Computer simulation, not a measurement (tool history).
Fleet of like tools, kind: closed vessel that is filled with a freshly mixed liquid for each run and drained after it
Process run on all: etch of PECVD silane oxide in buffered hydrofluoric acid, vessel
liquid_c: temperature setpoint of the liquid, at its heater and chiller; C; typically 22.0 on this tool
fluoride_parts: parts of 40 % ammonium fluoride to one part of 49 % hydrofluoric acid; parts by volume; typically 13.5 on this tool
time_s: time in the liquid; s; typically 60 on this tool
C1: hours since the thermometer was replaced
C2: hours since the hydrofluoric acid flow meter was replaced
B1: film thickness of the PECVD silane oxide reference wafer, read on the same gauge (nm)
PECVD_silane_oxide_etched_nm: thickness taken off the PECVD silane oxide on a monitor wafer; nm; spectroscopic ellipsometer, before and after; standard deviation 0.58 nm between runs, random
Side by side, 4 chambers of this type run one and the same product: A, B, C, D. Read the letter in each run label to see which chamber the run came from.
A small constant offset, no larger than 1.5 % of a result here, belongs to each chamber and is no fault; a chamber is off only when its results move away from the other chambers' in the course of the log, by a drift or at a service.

Run 1C, hour 5.2: usual settings; C1 1028.5; C2 1810.0; B1 69.975. Result: PECVD_silane_oxide_etched_nm 60.684 nm.
Run 2D, hour 14.2: usual settings; C1 1432.5; C2 1470.7; B1 70.024. Result: PECVD_silane_oxide_etched_nm 61.285 nm.
At hour 18.2: chamber C: thermometer replaced.
Run 3A, hour 23.4: usual settings; C1 464.3; C2 1558.6; B1 70.027. Result: PECVD_silane_oxide_etched_nm 60.106 nm.
Run 4B, hour 32.6: usual settings; C1 314.6; C2 168.4; B1 70.010. Result: PECVD_silane_oxide_etched_nm 62.173 nm.
Run 5C, hour 38.6: usual settings; C1 20.4; C2 1843.4; B1 70.028. Result: PECVD_silane_oxide_etched_nm 61.400 nm.
Run 6A, hour 43.5: usual settings but time_s 80 s; C1 484.4; C2 1578.7; B1 70.024. Result: PECVD_silane_oxide_etched_nm 80.929 nm.
Run 7B, hour 51.8: usual settings but time_s 80 s; C1 333.8; C2 187.6; B1 70.002. Result: PECVD_silane_oxide_etched_nm 82.729 nm.
Run 8D, hour 59.2: usual settings but time_s 80 s; C1 1477.5; C2 1515.7; B1 69.995. Result: PECVD_silane_oxide_etched_nm 80.150 nm.
Run 9B, hour 69.0: usual settings but time_s 80 s; C1 351.0; C2 204.8; B1 69.982. Result: PECVD_silane_oxide_etched_nm 81.581 nm.
Run 10C, hour 74.6: usual settings; C1 56.4; C2 1879.4; B1 69.989. Result: PECVD_silane_oxide_etched_nm 61.650 nm.
Run 11D, hour 84.2: usual settings; C1 1502.5; C2 1540.7; B1 69.996. Result: PECVD_silane_oxide_etched_nm 60.322 nm.
Run 12A, hour 91.2: usual settings; C1 532.1; C2 1626.4; B1 70.008. Result: PECVD_silane_oxide_etched_nm 60.414 nm.
Run 13B, hour 96.3: usual settings; C1 378.3; C2 232.1; B1 69.994. Result: PECVD_silane_oxide_etched_nm 61.297 nm.
Run 14A, hour 105.2: usual settings; C1 546.1; C2 1640.4; B1 69.970. Result: PECVD_silane_oxide_etched_nm 60.983 nm.
Run 15C, hour 110.0: usual settings; C1 91.8; C2 1914.8; B1 70.020. Result: PECVD_silane_oxide_etched_nm 61.132 nm.
Run 16D, hour 117.8: usual settings; C1 1536.1; C2 1574.3; B1 70.022. Result: PECVD_silane_oxide_etched_nm 59.584 nm.
Run 17C, hour 125.5: usual settings; C1 107.3; C2 1930.3; B1 69.993. Result: PECVD_silane_oxide_etched_nm 61.196 nm.
Run 18B, hour 132.0: usual settings; C1 414.0; C2 267.8; B1 69.964. Result: PECVD_silane_oxide_etched_nm 62.114 nm.
At hour 135.7: chamber D: hydrofluoric acid flow meter replaced.
Run 19D, hour 140.1: usual settings; C1 1558.4; C2 4.4; B1 69.972. Result: PECVD_silane_oxide_etched_nm 58.251 nm.
Run 20A, hour 144.6: usual settings; C1 585.5; C2 1679.8; B1 70.031. Result: PECVD_silane_oxide_etched_nm 61.238 nm.
Run 21B, hour 149.7: usual settings; C1 431.7; C2 285.5; B1 69.979. Result: PECVD_silane_oxide_etched_nm 61.242 nm.
Run 22A, hour 157.6: usual settings; C1 598.5; C2 1692.8; B1 70.014. Result: PECVD_silane_oxide_etched_nm 60.787 nm.
Run 23D, hour 163.1: usual settings; C1 1581.4; C2 27.4; B1 70.016. Result: PECVD_silane_oxide_etched_nm 57.307 nm.
Run 24C, hour 171.0: usual settings; C1 152.8; C2 1975.8; B1 70.003. Result: PECVD_silane_oxide_etched_nm 60.944 nm.
Run 25B, hour 178.1: usual settings; C1 460.1; C2 313.9; B1 69.979. Result: PECVD_silane_oxide_etched_nm 62.073 nm.
Run 26D, hour 182.6: usual settings; C1 1600.9; C2 46.9; B1 69.994. Result: PECVD_silane_oxide_etched_nm 56.225 nm.
Run 27C, hour 188.1: usual settings; C1 169.9; C2 1992.9; B1 70.007. Result: PECVD_silane_oxide_etched_nm 60.721 nm.
Run 28A, hour 195.5: usual settings but liquid_c 25.5 C; C1 636.4; C2 1730.7; B1 70.031. Result: PECVD_silane_oxide_etched_nm 73.139 nm.
Run 29C, hour 203.1: usual settings but liquid_c 25.5 C; C1 184.9; C2 2007.9; B1 70.005. Result: PECVD_silane_oxide_etched_nm 72.415 nm.
Run 30A, hour 212.6: usual settings but liquid_c 25.5 C; C1 653.5; C2 1747.8; B1 70.000. Result: PECVD_silane_oxide_etched_nm 73.305 nm.
At hour 214.2: chamber A: hydrofluoric acid flow meter replaced.
Run 31B, hour 219.5: usual settings but liquid_c 25.5 C; C1 501.5; C2 355.3; B1 70.009. Result: PECVD_silane_oxide_etched_nm 75.066 nm.
Run 32D, hour 225.4: usual settings; C1 1643.7; C2 89.7; B1 70.002. Result: PECVD_silane_oxide_etched_nm 55.620 nm.
Run 33A, hour 231.1: usual settings; C1 672.0; C2 17.0; B1 69.992. Result: PECVD_silane_oxide_etched_nm 60.674 nm.
Run 34C, hour 237.5: usual settings; C1 219.3; C2 2042.3; B1 69.971. Result: PECVD_silane_oxide_etched_nm 61.102 nm.
Run 35D, hour 244.0: usual settings; C1 1662.3; C2 108.3; B1 69.969. Result: PECVD_silane_oxide_etched_nm 54.802 nm.
Run 36B, hour 248.5: usual settings; C1 530.5; C2 384.3; B1 70.010. Result: PECVD_silane_oxide_etched_nm 61.188 nm.
Run 37C, hour 253.6: usual settings but liquid_c 24.5 C; C1 235.4; C2 2058.4; B1 70.011. Result: PECVD_silane_oxide_etched_nm 70.678 nm.
Run 38A, hour 260.0: usual settings but liquid_c 24.5 C; C1 700.9; C2 45.9; B1 70.002. Result: PECVD_silane_oxide_etched_nm 69.732 nm.
Run 39D, hour 264.4: usual settings but liquid_c 24.5 C; C1 1682.7; C2 128.7; B1 69.986. Result: PECVD_silane_oxide_etched_nm 61.334 nm.
Run 40B, hour 271.4: usual settings but liquid_c 24.5 C; C1 553.4; C2 407.2; B1 70.011. Result: PECVD_silane_oxide_etched_nm 71.555 nm.
Run 41D, hour 276.6: usual settings; C1 1694.9; C2 140.9; B1 70.010. Result: PECVD_silane_oxide_etched_nm 53.434 nm.
Run 42C, hour 285.9: usual settings; C1 267.7; C2 2090.7; B1 69.980. Result: PECVD_silane_oxide_etched_nm 61.549 nm.

Read the log: is a single chamber off, either drifting away or since a service, is the gauge that measures every chamber drifting, or is nothing wrong beyond small per-chamber offsets? Name any odd chamber and what most likely caused it.

One chamber, D, drifts off from the rest bit by bit.
Likeliest cause: liquid colder than its thermometer reads (K) = 2.43.

Below are 4 candidate recipes for chamber D's next run, each the usual settings with a change, their results shown as question marks. Which of them brings D's results back in line with what the other chambers give on the usual settings?
To be in line, a result may differ from the other chambers' mean on the usual settings by at most: PECVD_silane_oxide_etched_nm 2.000 nm
Run 43D-1, hour 293.1: usual settings but fluoride_parts 14.0 parts by volume. Result: PECVD_silane_oxide_etched_nm ?.
Run 43D-2, hour 293.1: usual settings but liquid_c 22.5 C, fluoride_parts 13.0 parts by volume, time_s 65 s. Result: PECVD_silane_oxide_etched_nm ?.
Run 43D-3, hour 293.1: usual settings but fluoride_parts 13.0 parts by volume. Result: PECVD_silane_oxide_etched_nm ?.
Run 43D-4, hour 293.1: usual settings but fluoride_parts 15.5 parts by volume. Result: PECVD_silane_oxide_etched_nm ?.

The other chambers' mean on the usual settings: PECVD_silane_oxide_etched_nm 60.908 nm
  run  PECVD_silane_oxide_etched_nm
43D-1                        51.575
43D-2                        61.833
43D-3                        55.498
43D-4                        46.625
The right change is 43D-2: it brings the chamber back within the allowed miss of the others.
